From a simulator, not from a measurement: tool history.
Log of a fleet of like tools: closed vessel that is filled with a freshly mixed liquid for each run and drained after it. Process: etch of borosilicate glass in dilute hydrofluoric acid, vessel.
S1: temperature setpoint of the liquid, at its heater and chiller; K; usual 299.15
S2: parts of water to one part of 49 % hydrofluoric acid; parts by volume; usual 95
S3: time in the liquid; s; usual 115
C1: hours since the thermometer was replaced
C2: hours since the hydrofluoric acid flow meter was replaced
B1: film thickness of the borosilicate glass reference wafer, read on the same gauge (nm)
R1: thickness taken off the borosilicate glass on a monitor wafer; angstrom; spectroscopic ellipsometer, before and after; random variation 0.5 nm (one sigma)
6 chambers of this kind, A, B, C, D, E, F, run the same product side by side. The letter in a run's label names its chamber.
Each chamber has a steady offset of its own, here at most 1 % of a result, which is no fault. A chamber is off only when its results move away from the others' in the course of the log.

| run | hour | S1 | S2 | S3 | C1 | C2 | B1 | R1 |
|---|---|---|---|---|---|---|---|---|
| 1D | 12.1 | 299.15 | 95 | 115 | 1906.5 | 258 | 130.02 | 521.64 |
|  | 15.2 | chamber C: hydrofluoric acid flow meter replaced |
| 2F | 19.2 | 299.15 | 95 | 115 | 711.6 | 547 | 129.98 | 520.93 |
| 3B | 27.9 | 299.15 | 95 | 115 | 2556.2 | 779.4 | 129.99 | 516.3 |
| 4E | 40.1 | 299.15 | 95 | 115 | 2420.1 | 505.4 | 130 | 521.81 |
| 5C | 52.5 | 299.15 | 95 | 115 | 1531.8 | 37.4 | 130 | 527.62 |
| 6A | 59.1 | 299.15 | 95 | 115 | 887 | 418 | 130.03 | 524.03 |
| 7C | 66.9 | 299.15 | 95 | 115 | 1546.2 | 51.8 | 130.03 | 518.95 |
|  | 74.3 | chamber E: thermometer replaced |
| 8F | 76.7 | 299.15 | 95 | 115 | 769.1 | 604.5 | 130 | 527.91 |
| 9D | 86.4 | 299.15 | 95 | 115 | 1980.8 | 332.3 | 129.97 | 514.11 |
| 10B | 98.2 | 299.15 | 95 | 175 | 2626.5 | 849.7 | 129.99 | 781.57 |
| 11E | 110.9 | 299.15 | 95 | 175 | 36.6 | 576.2 | 129.99 | 798.69 |
| 12A | 118.6 | 299.15 | 95 | 175 | 946.5 | 477.5 | 129.97 | 813.58 |
| 13A | 126.2 | 299.15 | 95 | 175 | 954.1 | 485.1 | 130.01 | 804.48 |
| 14D | 137.5 | 299.15 | 95 | 175 | 2031.9 | 383.4 | 129.97 | 795.04 |
| 15F | 146.2 | 299.15 | 95 | 175 | 838.6 | 674 | 129.97 | 797.27 |
|  | 155 | chamber A: hydrofluoric acid flow meter replaced |
| 16B | 156.5 | 299.15 | 95 | 115 | 2684.8 | 908 | 129.99 | 525.64 |
| 17C | 166 | 299.15 | 95 | 115 | 1645.3 | 150.9 | 130.01 | 519.26 |
| 18E | 172.9 | 299.15 | 95 | 115 | 98.6 | 638.2 | 130.02 | 523.43 |
| 19C | 184.6 | 299.15 | 95 | 115 | 1663.9 | 169.5 | 129.96 | 508.85 |
| 20D | 193.3 | 299.15 | 95 | 115 | 2087.7 | 439.2 | 129.97 | 522.36 |
| 21A | 204.5 | 299.15 | 95 | 115 | 1032.4 | 49.6 | 130 | 522.99 |
| 22B | 216.7 | 294.65 | 95 | 160 | 2745 | 968.2 | 129.98 | 596.61 |
| 23F | 223.3 | 294.65 | 95 | 160 | 915.7 | 751.1 | 130 | 608.05 |
| 24E | 229.5 | 294.65 | 95 | 160 | 155.2 | 694.8 | 130.03 | 612.77 |
| 25F | 239.6 | 294.65 | 95 | 160 | 932 | 767.4 | 130 | 609.28 |
|  | 241.5 | chamber B: thermometer replaced |
| 26A | 250.9 | 294.65 | 95 | 160 | 1078.8 | 96 | 130.01 | 613.71 |
|  | 262.9 | chamber E: hydrofluoric acid flow meter replaced |
| 27D | 264.1 | 294.65 | 95 | 160 | 2158.5 | 510 | 129.99 | 598.93 |
| 28C | 274.2 | 299.15 | 130 | 185 | 1753.5 | 259.1 | 129.99 | 558.37 |
| 29B | 284.7 | 299.15 | 130 | 185 | 43.2 | 1036.2 | 129.99 | 581.52 |
| 30E | 296.5 | 299.15 | 130 | 185 | 222.2 | 33.6 | 130.01 | 584.96 |
| 31C | 305.2 | 299.15 | 130 | 185 | 1784.5 | 290.1 | 130.02 | 547.4 |
| 32D | 313.6 | 299.15 | 130 | 185 | 2208 | 559.5 | 130.03 | 583.92 |
| 33B | 324.4 | 299.15 | 130 | 185 | 82.9 | 1075.9 | 129.99 | 588.55 |
|  | 332.1 | chamber D: hydrofluoric acid flow meter replaced |
| 34E | 338.4 | 302.65 | 95 | 115 | 264.1 | 75.5 | 129.99 | 593.19 |
| 35A | 350.6 | 302.65 | 95 | 115 | 1178.5 | 195.7 | 130 | 598.66 |
| 36F | 358.8 | 302.65 | 95 | 115 | 1051.2 | 886.6 | 130.02 | 602.3 |
| 37D | 367.2 | 302.65 | 95 | 115 | 2261.6 | 35.2 | 130 | 594 |
| 38F | 379 | 302.65 | 95 | 115 | 1071.4 | 906.8 | 129.99 | 607.47 |
| 39E | 390 | 302.65 | 95 | 115 | 315.7 | 127.1 | 129.99 | 608.06 |

What goes on in this fleet: one chamber off, a drifting gauge, or nothing beyond the chambers' own small offsets? Name the chamber and the cause, if any.

Chamber C drifts away from the others.
Cause: liquid colder than its thermometer reads (K) = 2.51.
The log may not tell that from: hydrofluoric acid flow below the setpoint (%).

Here are 4 candidates for chamber C's next run, each the usual settings with a change, their results left as question marks. Which one brings its results back in line with what the others give on the usual settings?
In line means no further than this from the other chambers' mean on the usual settings: R1 17 angstrom
| 40C-1 | 400 | 299.15 | 95 | 120 |  |  |  | ? |
| 40C-2 | 400 | 299.15 | 95 | 110 |  |  |  | ? |
| 40C-3 | 400 | 299.15 | 90 | 120 |  |  |  | ? |
| 40C-4 | 400 | 299.15 | 100 | 110 |  |  |  | ? |

The other chambers' mean on the usual settings: R1 521.09 angstrom
| run | R1 |
|---|---|
| 40C-1 | 489.51 |
| 40C-2 | 448.71 |
| 40C-3 | 519.78 |
| 40C-4 | 423.77 |
40C-3 brings the chamber back in line.
